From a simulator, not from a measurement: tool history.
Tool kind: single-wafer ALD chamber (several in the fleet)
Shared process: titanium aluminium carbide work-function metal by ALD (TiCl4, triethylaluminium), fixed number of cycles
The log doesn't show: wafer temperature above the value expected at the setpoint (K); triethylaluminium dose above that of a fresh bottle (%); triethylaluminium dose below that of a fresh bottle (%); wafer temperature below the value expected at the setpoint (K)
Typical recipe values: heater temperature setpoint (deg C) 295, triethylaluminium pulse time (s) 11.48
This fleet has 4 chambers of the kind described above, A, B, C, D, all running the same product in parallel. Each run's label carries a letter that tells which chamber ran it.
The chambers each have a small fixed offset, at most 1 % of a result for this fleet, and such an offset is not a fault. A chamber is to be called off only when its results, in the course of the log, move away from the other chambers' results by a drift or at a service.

run	day	heater temperature setpoint (deg C)	triethylaluminium pulse time (s)	hours since the last thermocouple change	hours since the last triethylaluminium bottle change	read-back reference wafer on the same gauge, thickness_nm	mean film thickness on the monitor wafer (nm)
1B	0.154	295	11.48	2028	798.5	1.821	1.9813
2D	0.275	295	11.48	791.2	825.8	1.8193	1.9827
3A	0.408	295	11.48	392.3	461.6	1.8203	1.9821
4C	0.588	295	11.48	977.5	674.3	1.8195	1.9565
5C	0.717	295	11.48	980.6	677.4	1.821	1.9634
6A	0.917	295	11.48	404.5	473.8	1.82	1.9823
7D	1.112	295	11.48	811.3	845.9	1.82	1.9832
8B	1.329	295	11.48	2056.2	826.7	1.8207	1.9787
9B	1.575	295	11.48	2062.1	832.6	1.819	1.9808
10D	1.767	295	11.48	827	861.6	1.82	1.9898
11C	1.958	295	11.48	1010.4	707.2	1.8193	1.9636
12A	2.088	295	11.48	432.6	501.9	1.8186	1.9839
13D	2.233	295	11.48	838.2	872.8	1.8192	1.9912
14B	2.4	284	13.41	2081.9	852.4	1.8204	1.9054
15C	2.575	284	13.41	1025.2	722	1.8188	1.8898
16A	2.796	284	13.41	449.6	518.9	1.8185	1.9165
17D	2.958	284	13.41	855.6	890.2	1.8194	1.9123
18A	3.071	295	11.48	456.2	525.5	1.82	1.9877
19C	3.204	295	11.48	1040.3	737.1	1.8196	1.9633
20B	3.392	295	11.48	2105.7	876.2	1.8211	1.9788
21B	3.6	295	11.48	2110.7	881.2	1.8199	1.9781
22A	3.842	295	11.48	474.7	544	1.8195	1.9797
23D	4.071	295	11.48	882.3	916.9	1.8192	1.9894
24C	4.225	295	11.48	1064.8	761.6	1.8205	1.9681
25A	4.429	295	11.48	488.8	558.1	1.8198	1.9954
26B	4.546	295	14.47	2133.4	903.9	1.8205	2.0018
# day 4.662: chamber C: triethylaluminium bottle replaced
27D	4.688	295	14.47	897.1	931.7	1.821	2.0082
28C	4.808	295	14.47	1078.8	3.6	1.8211	2.0043
29C	4.962	295	14.47	1082.5	7.3	1.8192	1.9892
30D	5.2	295	11.48	909.4	944	1.8188	1.9966
31B	5.388	295	11.48	2153.6	924.1	1.8203	1.984
32A	5.579	303	7.52	516.4	585.7	1.8208	1.9513
33B	5.696	303	7.52	2161	931.5	1.8203	1.9118
34D	5.883	303	7.52	925.8	960.4	1.82	1.9417

Predict what each chamber gives when all 4 of them run the settings below next.
35A	6.058	295	14.89				?
35B	6.058	295	14.89				?
35C	6.058	295	14.89				?
35D	6.058	295	14.89				?

run	mean film thickness on the monitor wafer (nm)
35A	2.0049
35B	2.0166
35C	1.9959
35D	2.0126
